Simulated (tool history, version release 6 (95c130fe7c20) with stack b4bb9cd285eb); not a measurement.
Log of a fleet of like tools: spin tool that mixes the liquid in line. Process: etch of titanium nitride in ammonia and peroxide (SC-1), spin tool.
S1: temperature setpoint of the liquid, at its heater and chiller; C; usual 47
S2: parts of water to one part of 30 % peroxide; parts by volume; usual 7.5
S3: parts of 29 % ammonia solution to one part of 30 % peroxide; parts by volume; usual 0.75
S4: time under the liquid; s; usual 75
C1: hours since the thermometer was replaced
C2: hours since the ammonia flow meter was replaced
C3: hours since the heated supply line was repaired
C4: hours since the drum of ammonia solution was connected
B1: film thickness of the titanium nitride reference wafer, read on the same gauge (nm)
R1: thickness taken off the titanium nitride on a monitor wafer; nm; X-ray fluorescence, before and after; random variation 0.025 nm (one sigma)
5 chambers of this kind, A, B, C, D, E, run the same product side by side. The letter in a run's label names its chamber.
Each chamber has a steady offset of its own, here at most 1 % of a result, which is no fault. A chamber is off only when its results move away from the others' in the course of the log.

Run 1E, hour 9.0: usual settings; C1 297.5; C2 251.2; C3 873.7; C4 336.1; B1 110.01. Result: R1 4.1168 nm.
Run 2D, hour 23.5: usual settings; C1 418.2; C2 910.8; C3 316.1; C4 264.9; B1 110.00. Result: R1 4.0955 nm.
Run 3C, hour 33.5: usual settings; C1 997.9; C2 163.2; C3 1664.9; C4 89.6; B1 109.99. Result: R1 4.1278 nm.
Run 4B, hour 44.8: usual settings; C1 1510.3; C2 312.7; C3 1635.6; C4 355.3; B1 110.00. Result: R1 4.0830 nm.
At hour 47.6: chamber E: heated supply line repaired.
At hour 56.3: chamber D: ammonia flow meter replaced.
Run 5A, hour 60.0: usual settings; C1 70.8; C2 290.4; C3 2494.0; C4 222.3; B1 109.98. Result: R1 4.1119 nm.
Run 6B, hour 69.5: usual settings; C1 1535.0; C2 337.4; C3 1660.3; C4 380.0; B1 110.00. Result: R1 4.0734 nm.
At hour 74.3: chamber A: new drum of ammonia solution connected.
Run 7A, hour 81.4: usual settings; C1 92.2; C2 311.8; C3 2515.4; C4 7.2; B1 109.99. Result: R1 4.1682 nm.
Run 8E, hour 96.8: usual settings; C1 385.3; C2 339.0; C3 49.3; C4 423.9; B1 110.01. Result: R1 4.1253 nm.
Run 9D, hour 113.0: usual settings; C1 507.7; C2 56.7; C3 405.6; C4 354.4; B1 110.01. Result: R1 4.1872 nm.
At hour 113.6: chamber D: thermometer replaced.
Run 10C, hour 122.3: usual settings; C1 1086.7; C2 252.0; C3 1753.7; C4 178.4; B1 110.02. Result: R1 4.1247 nm.
At hour 127.2: chamber D: new drum of ammonia solution connected.
Run 11B, hour 134.9: usual settings but S2 5.0 parts by volume, S3 1.05 parts by volume; C1 1600.4; C2 402.8; C3 1725.7; C4 445.4; B1 109.99. Result: R1 5.0983 nm.
Run 12D, hour 145.8: usual settings but S2 5.0 parts by volume, S3 1.05 parts by volume; C1 32.2; C2 89.5; C3 438.4; C4 18.7; B1 109.99. Result: R1 5.1551 nm.
Run 13E, hour 156.0: usual settings but S2 5.0 parts by volume, S3 1.05 parts by volume; C1 444.5; C2 398.2; C3 108.5; C4 483.1; B1 110.01. Result: R1 5.2335 nm.
Run 14C, hour 171.0: usual settings but S2 5.0 parts by volume, S3 1.05 parts by volume; C1 1135.4; C2 300.7; C3 1802.4; C4 227.1; B1 110.02. Result: R1 5.2272 nm.
Run 15A, hour 183.8: usual settings but S2 5.0 parts by volume, S3 1.05 parts by volume; C1 194.6; C2 414.2; C3 2617.8; C4 109.6; B1 110.01. Result: R1 5.2496 nm.
Run 16D, hour 198.9: usual settings; C1 85.3; C2 142.6; C3 491.5; C4 71.8; B1 109.99. Result: R1 4.1155 nm.
Run 17B, hour 214.6: usual settings; C1 1680.1; C2 482.5; C3 1805.4; C4 525.1; B1 110.01. Result: R1 4.0615 nm.
Run 18A, hour 223.2: usual settings; C1 234.0; C2 453.6; C3 2657.2; C4 149.0; B1 110.00. Result: R1 4.1021 nm.
Run 19E, hour 237.6: usual settings; C1 526.1; C2 479.8; C3 190.1; C4 564.7; B1 110.01. Result: R1 4.1336 nm.
Run 20C, hour 251.8: usual settings; C1 1216.2; C2 381.5; C3 1883.2; C4 307.9; B1 110.00. Result: R1 4.1934 nm.
At hour 257.1: chamber A: new drum of ammonia solution connected.
Run 21C, hour 260.5: usual settings; C1 1224.9; C2 390.2; C3 1891.9; C4 316.6; B1 110.01. Result: R1 4.2255 nm.
Run 22A, hour 274.6: usual settings; C1 285.4; C2 505.0; C3 2708.6; C4 17.5; B1 110.01. Result: R1 4.1542 nm.
Run 23B, hour 286.4: usual settings; C1 1751.9; C2 554.3; C3 1877.2; C4 596.9; B1 110.00. Result: R1 4.0855 nm.
Run 24D, hour 293.6: usual settings; C1 180.0; C2 237.3; C3 586.2; C4 166.5; B1 109.98. Result: R1 4.1627 nm.
Run 25E, hour 305.6: usual settings; C1 594.1; C2 547.8; C3 258.1; C4 632.7; B1 110.00. Result: R1 4.1228 nm.
Run 26B, hour 312.8: usual settings; C1 1778.3; C2 580.7; C3 1903.6; C4 623.3; B1 109.99. Result: R1 4.0842 nm.
At hour 316.6: chamber B: thermometer replaced.
Run 27D, hour 326.1: usual settings; C1 212.5; C2 269.8; C3 618.7; C4 199.0; B1 110.00. Result: R1 4.1134 nm.
Run 28E, hour 338.9: usual settings; C1 627.4; C2 581.1; C3 291.4; C4 666.0; B1 109.99. Result: R1 4.1229 nm.
Run 29C, hour 347.8: usual settings; C1 1312.2; C2 477.5; C3 1979.2; C4 403.9; B1 110.03. Result: R1 4.3535 nm.
Run 30A, hour 357.0: usual settings; C1 367.8; C2 587.4; C3 2791.0; C4 99.9; B1 110.00. Result: R1 4.1508 nm.
Run 31B, hour 373.4: usual settings; C1 56.9; C2 641.3; C3 1964.2; C4 683.9; B1 110.00. Result: R1 4.0924 nm.

All 5 chambers run these settings next. Forecast each chamber's results:
Run 32A, hour 385.2: usual settings but S4 50 s. Result: R1 ?.
Run 32B, hour 385.2: usual settings but S4 50 s. Result: R1 ?.
Run 32C, hour 385.2: usual settings but S4 50 s. Result: R1 ?.
Run 32D, hour 385.2: usual settings but S4 50 s. Result: R1 ?.
Run 32E, hour 385.2: usual settings but S4 50 s. Result: R1 ?.

run      R1
32A  2.7837
32B  2.7325
32C  2.9134
32D  2.7578
32E  2.7521
